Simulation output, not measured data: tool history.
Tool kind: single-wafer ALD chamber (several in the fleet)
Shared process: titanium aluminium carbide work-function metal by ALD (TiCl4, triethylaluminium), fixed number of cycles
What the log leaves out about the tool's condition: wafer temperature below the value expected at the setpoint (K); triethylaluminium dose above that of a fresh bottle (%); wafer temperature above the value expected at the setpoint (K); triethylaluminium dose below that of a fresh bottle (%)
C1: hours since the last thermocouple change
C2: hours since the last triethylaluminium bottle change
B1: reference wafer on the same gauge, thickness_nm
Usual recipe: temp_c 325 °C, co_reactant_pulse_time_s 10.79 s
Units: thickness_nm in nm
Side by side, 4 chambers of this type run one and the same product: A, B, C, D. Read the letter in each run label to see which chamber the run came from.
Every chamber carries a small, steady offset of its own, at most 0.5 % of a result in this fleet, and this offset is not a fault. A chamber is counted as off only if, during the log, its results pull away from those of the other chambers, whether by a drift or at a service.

run 1A day=0.458 | temp_c=325 co_reactant_pulse_time_s=10.79 | C1=955.1 C2=832.6 | B1=2.0092 | thickness_nm=2.2222
run 2B day=0.912 | temp_c=325 co_reactant_pulse_time_s=10.79 | C1=1233.2 C2=393.6 | B1=2.0065 | thickness_nm=2.2256
run 3D day=1.396 | temp_c=325 co_reactant_pulse_time_s=10.79 | C1=382.6 C2=264.3 | B1=2.0105 | thickness_nm=2.2562
run 4C day=1.933 | temp_c=325 co_reactant_pulse_time_s=10.79 | C1=967 C2=655.4 | B1=2.0096 | thickness_nm=2.222
run 5C day=2.296 | temp_c=325 co_reactant_pulse_time_s=10.79 | C1=975.7 C2=664.1 | B1=2.007 | thickness_nm=2.2531
run 6B day=2.792 | temp_c=311 co_reactant_pulse_time_s=12.38 | C1=1278.3 C2=438.7 | B1=2.0072 | thickness_nm=2.1311
run 7D day=3.175 | temp_c=311 co_reactant_pulse_time_s=12.38 | C1=425.3 C2=307 | B1=2.009 | thickness_nm=2.1398
run 8A day=3.796 | temp_c=311 co_reactant_pulse_time_s=12.38 | C1=1035.2 C2=912.7 | B1=2.008 | thickness_nm=2.1088
run 9A day=4.104 | temp_c=311 co_reactant_pulse_time_s=12.38 | C1=1042.6 C2=920.1 | B1=2.0126 | thickness_nm=2.1307
run 10C day=4.529 | temp_c=325 co_reactant_pulse_time_s=10.79 | C1=1029.3 C2=717.7 | B1=2.0098 | thickness_nm=2.2407
run 11D day=4.812 | temp_c=325 co_reactant_pulse_time_s=10.79 | C1=464.6 C2=346.3 | B1=2.0112 | thickness_nm=2.236
run 12B day=5.096 | temp_c=325 co_reactant_pulse_time_s=10.79 | C1=1333.6 C2=494 | B1=2.0115 | thickness_nm=2.2121
run 13C day=5.383 | temp_c=325 co_reactant_pulse_time_s=10.79 | C1=1049.8 C2=738.2 | B1=2.0093 | thickness_nm=2.2308
-- day=5.488 chamber A: triethylaluminium bottle replaced
run 14B day=5.921 | temp_c=325 co_reactant_pulse_time_s=10.79 | C1=1353.4 C2=513.8 | B1=2.0118 | thickness_nm=2.2142
run 15A day=6.275 | temp_c=325 co_reactant_pulse_time_s=10.79 | C1=1094.7 C2=19 | B1=2.0093 | thickness_nm=2.2456
run 16D day=6.779 | temp_c=331 co_reactant_pulse_time_s=13.14 | C1=511.8 C2=393.5 | B1=2.0116 | thickness_nm=2.299
run 17D day=7.104 | temp_c=331 co_reactant_pulse_time_s=13.14 | C1=519.6 C2=401.3 | B1=2.0077 | thickness_nm=2.3468
run 18A day=7.462 | temp_c=331 co_reactant_pulse_time_s=13.14 | C1=1123.2 C2=47.5 | B1=2.0094 | thickness_nm=2.2995
run 19B day=8.067 | temp_c=331 co_reactant_pulse_time_s=13.14 | C1=1404.9 C2=565.3 | B1=2.0094 | thickness_nm=2.3246
run 20C day=8.367 | temp_c=325 co_reactant_pulse_time_s=13.4 | C1=1121.4 C2=809.8 | B1=2.013 | thickness_nm=2.2886
run 21B day=8.892 | temp_c=325 co_reactant_pulse_time_s=13.4 | C1=1424.7 C2=585.1 | B1=2.0121 | thickness_nm=2.2503
run 22D day=9.421 | temp_c=325 co_reactant_pulse_time_s=13.4 | C1=575.2 C2=456.9 | B1=2.0055 | thickness_nm=2.2949
run 23A day=10.042 | temp_c=325 co_reactant_pulse_time_s=13.4 | C1=1185.1 C2=109.4 | B1=2.0102 | thickness_nm=2.2857
run 24C day=10.575 | temp_c=325 co_reactant_pulse_time_s=10.79 | C1=1174.4 C2=862.8 | B1=2.011 | thickness_nm=2.2264
-- day=10.846 chamber C: triethylaluminium bottle replaced
run 25B day=11.179 | temp_c=325 co_reactant_pulse_time_s=10.79 | C1=1479.6 C2=640 | B1=2.0097 | thickness_nm=2.2192
run 26A day=11.662 | temp_c=325 co_reactant_pulse_time_s=10.79 | C1=1224 C2=148.3 | B1=2.0107 | thickness_nm=2.2643
run 27D day=12.275 | temp_c=325 co_reactant_pulse_time_s=10.79 | C1=643.7 C2=525.4 | B1=2.0089 | thickness_nm=2.2073
run 28C day=12.617 | temp_c=325 co_reactant_pulse_time_s=10.79 | C1=1223.4 C2=42.5 | B1=2.0107 | thickness_nm=2.2395
run 29B day=13.071 | temp_c=312 co_reactant_pulse_time_s=14.08 | C1=1525 C2=685.4 | B1=2.0118 | thickness_nm=2.1329
run 30A day=13.642 | temp_c=312 co_reactant_pulse_time_s=14.08 | C1=1271.5 C2=195.8 | B1=2.0074 | thickness_nm=2.1293
run 31C day=13.946 | temp_c=312 co_reactant_pulse_time_s=14.08 | C1=1255.3 C2=74.4 | B1=2.0109 | thickness_nm=2.1667
run 32D day=14.533 | temp_c=312 co_reactant_pulse_time_s=14.08 | C1=697.9 C2=579.6 | B1=2.0109 | thickness_nm=2.1495
run 33A day=14.904 | temp_c=325 co_reactant_pulse_time_s=10.79 | C1=1301.8 C2=226.1 | B1=2.0091 | thickness_nm=2.2394
run 34D day=15.225 | temp_c=325 co_reactant_pulse_time_s=10.79 | C1=714.5 C2=596.2 | B1=2.011 | thickness_nm=2.2208
run 35C day=15.55 | temp_c=325 co_reactant_pulse_time_s=10.79 | C1=1293.8 C2=112.9 | B1=2.0128 | thickness_nm=2.2419
run 36B day=16.071 | temp_c=325 co_reactant_pulse_time_s=10.79 | C1=1597 C2=757.4 | B1=2.008 | thickness_nm=2.1434
run 37C day=16.375 | temp_c=311 co_reactant_pulse_time_s=8.62 | C1=1313.6 C2=132.7 | B1=2.0094 | thickness_nm=2.0474

The same settings go to every chamber for the next run, one line per chamber below. Forecast the results for each:
run 38A day=16.825 | temp_c=325 co_reactant_pulse_time_s=14.01 | thickness_nm=?
run 38B day=16.825 | temp_c=325 co_reactant_pulse_time_s=14.01 | thickness_nm=?
run 38C day=16.825 | temp_c=325 co_reactant_pulse_time_s=14.01 | thickness_nm=?
run 38D day=16.825 | temp_c=325 co_reactant_pulse_time_s=14.01 | thickness_nm=?

run=38A thickness_nm=2.2571
run=38B thickness_nm=2.2167
run=38C thickness_nm=2.2721
run=38D thickness_nm=2.2786
